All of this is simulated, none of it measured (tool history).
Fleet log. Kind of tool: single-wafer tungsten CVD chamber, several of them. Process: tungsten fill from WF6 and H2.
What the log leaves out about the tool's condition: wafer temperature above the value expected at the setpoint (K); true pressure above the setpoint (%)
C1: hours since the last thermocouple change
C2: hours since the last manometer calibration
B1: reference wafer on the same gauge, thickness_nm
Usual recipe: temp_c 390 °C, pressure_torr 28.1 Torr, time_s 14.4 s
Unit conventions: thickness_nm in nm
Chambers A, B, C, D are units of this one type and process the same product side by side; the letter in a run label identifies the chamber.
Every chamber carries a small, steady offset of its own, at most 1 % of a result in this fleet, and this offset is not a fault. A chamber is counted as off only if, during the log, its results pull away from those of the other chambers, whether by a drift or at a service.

Run 1A, hour 10.8: usual settings; C1 149.8; C2 815.9; B1 39.115. Result: thickness_nm 33.749 nm.
Run 2D, hour 21.0: usual settings; C1 1095.8; C2 490.6; B1 39.060. Result: thickness_nm 33.202 nm.
Run 3B, hour 34.6: usual settings; C1 222.8; C2 2600.3; B1 39.119. Result: thickness_nm 33.331 nm.
Run 4C, hour 45.7: usual settings; C1 1432.9; C2 850.3; B1 39.118. Result: thickness_nm 33.472 nm.
Run 5B, hour 54.9: usual settings; C1 243.1; C2 2620.6; B1 39.125. Result: thickness_nm 33.648 nm.
Run 6D, hour 62.1: usual settings; C1 1136.9; C2 531.7; B1 39.116. Result: thickness_nm 33.255 nm.
Run 7A, hour 76.3: usual settings; C1 215.3; C2 881.4; B1 39.118. Result: thickness_nm 33.898 nm.
Run 8C, hour 90.2: usual settings; C1 1477.4; C2 894.8; B1 39.074. Result: thickness_nm 33.716 nm.
Run 9C, hour 101.7: usual settings; C1 1488.9; C2 906.3; B1 39.151. Result: thickness_nm 33.529 nm.
Run 10B, hour 109.2: usual settings; C1 297.4; C2 2674.9; B1 39.095. Result: thickness_nm 33.568 nm.
Run 11D, hour 119.5: usual settings; C1 1194.3; C2 589.1; B1 39.147. Result: thickness_nm 33.286 nm.
Run 12A, hour 132.3: usual settings; C1 271.3; C2 937.4; B1 39.107. Result: thickness_nm 33.793 nm.
Run 13D, hour 144.0: usual settings; C1 1218.8; C2 613.6; B1 39.049. Result: thickness_nm 33.621 nm.
Run 14B, hour 150.9: usual settings; C1 339.1; C2 2716.6; B1 39.160. Result: thickness_nm 33.647 nm.
Run 15A, hour 159.1: usual settings; C1 298.1; C2 964.2; B1 39.043. Result: thickness_nm 34.315 nm.
Run 16C, hour 172.3: usual settings; C1 1559.5; C2 976.9; B1 39.093. Result: thickness_nm 33.472 nm.
Run 17B, hour 180.4: usual settings; C1 368.6; C2 2746.1; B1 39.113. Result: thickness_nm 33.280 nm.
Run 18A, hour 189.3: usual settings; C1 328.3; C2 994.4; B1 39.094. Result: thickness_nm 34.706 nm.
Run 19D, hour 195.5: usual settings; C1 1270.3; C2 665.1; B1 39.137. Result: thickness_nm 33.350 nm.
At hour 196.1: chamber A: capacitance manometer re-zeroed and calibrated.
Run 20C, hour 204.0: usual settings; C1 1591.2; C2 1008.6; B1 39.110. Result: thickness_nm 33.048 nm.
Run 21C, hour 212.9: usual settings; C1 1600.1; C2 1017.5; B1 39.076. Result: thickness_nm 33.524 nm.
At hour 222.7: chamber B: capacitance manometer re-zeroed and calibrated.
Run 22D, hour 224.3: usual settings; C1 1299.1; C2 693.9; B1 39.151. Result: thickness_nm 33.080 nm.
Run 23B, hour 234.0: usual settings but temp_c 375 °C, time_s 12.7 s; C1 422.2; C2 11.3; B1 39.109. Result: thickness_nm 21.710 nm.
Run 24A, hour 241.5: usual settings but temp_c 375 °C, time_s 12.7 s; C1 380.5; C2 45.5; B1 39.088. Result: thickness_nm 22.762 nm.
Run 25C, hour 248.0: usual settings but temp_c 375 °C, time_s 12.7 s; C1 1635.2; C2 1052.6; B1 39.088. Result: thickness_nm 21.590 nm.
Run 26B, hour 256.0: usual settings but temp_c 375 °C, time_s 12.7 s; C1 444.2; C2 33.3; B1 39.063. Result: thickness_nm 21.662 nm.
Run 27A, hour 267.6: usual settings; C1 406.6; C2 71.6; B1 39.061. Result: thickness_nm 34.791 nm.
Run 28D, hour 278.5: usual settings but temp_c 398 °C, time_s 13.4 s; C1 1353.3; C2 748.1; B1 39.058. Result: thickness_nm 36.058 nm.
Run 29C, hour 290.6: usual settings but temp_c 398 °C, time_s 13.4 s; C1 1677.8; C2 1095.2; B1 39.129. Result: thickness_nm 36.306 nm.
Run 30B, hour 298.7: usual settings but temp_c 398 °C, time_s 13.4 s; C1 486.9; C2 76.0; B1 39.116. Result: thickness_nm 36.188 nm.
Run 31D, hour 305.3: usual settings but temp_c 398 °C, time_s 13.4 s; C1 1380.1; C2 774.9; B1 39.138. Result: thickness_nm 35.894 nm.

All 4 chambers run these settings next. Forecast each chamber's results:
Run 32A, hour 315.7: usual settings. Result: thickness_nm ?.
Run 32B, hour 315.7: usual settings. Result: thickness_nm ?.
Run 32C, hour 315.7: usual settings. Result: thickness_nm ?.
Run 32D, hour 315.7: usual settings. Result: thickness_nm ?.

run  thickness_nm
32A        35.458
32B        33.667
32C        33.572
32D        33.422
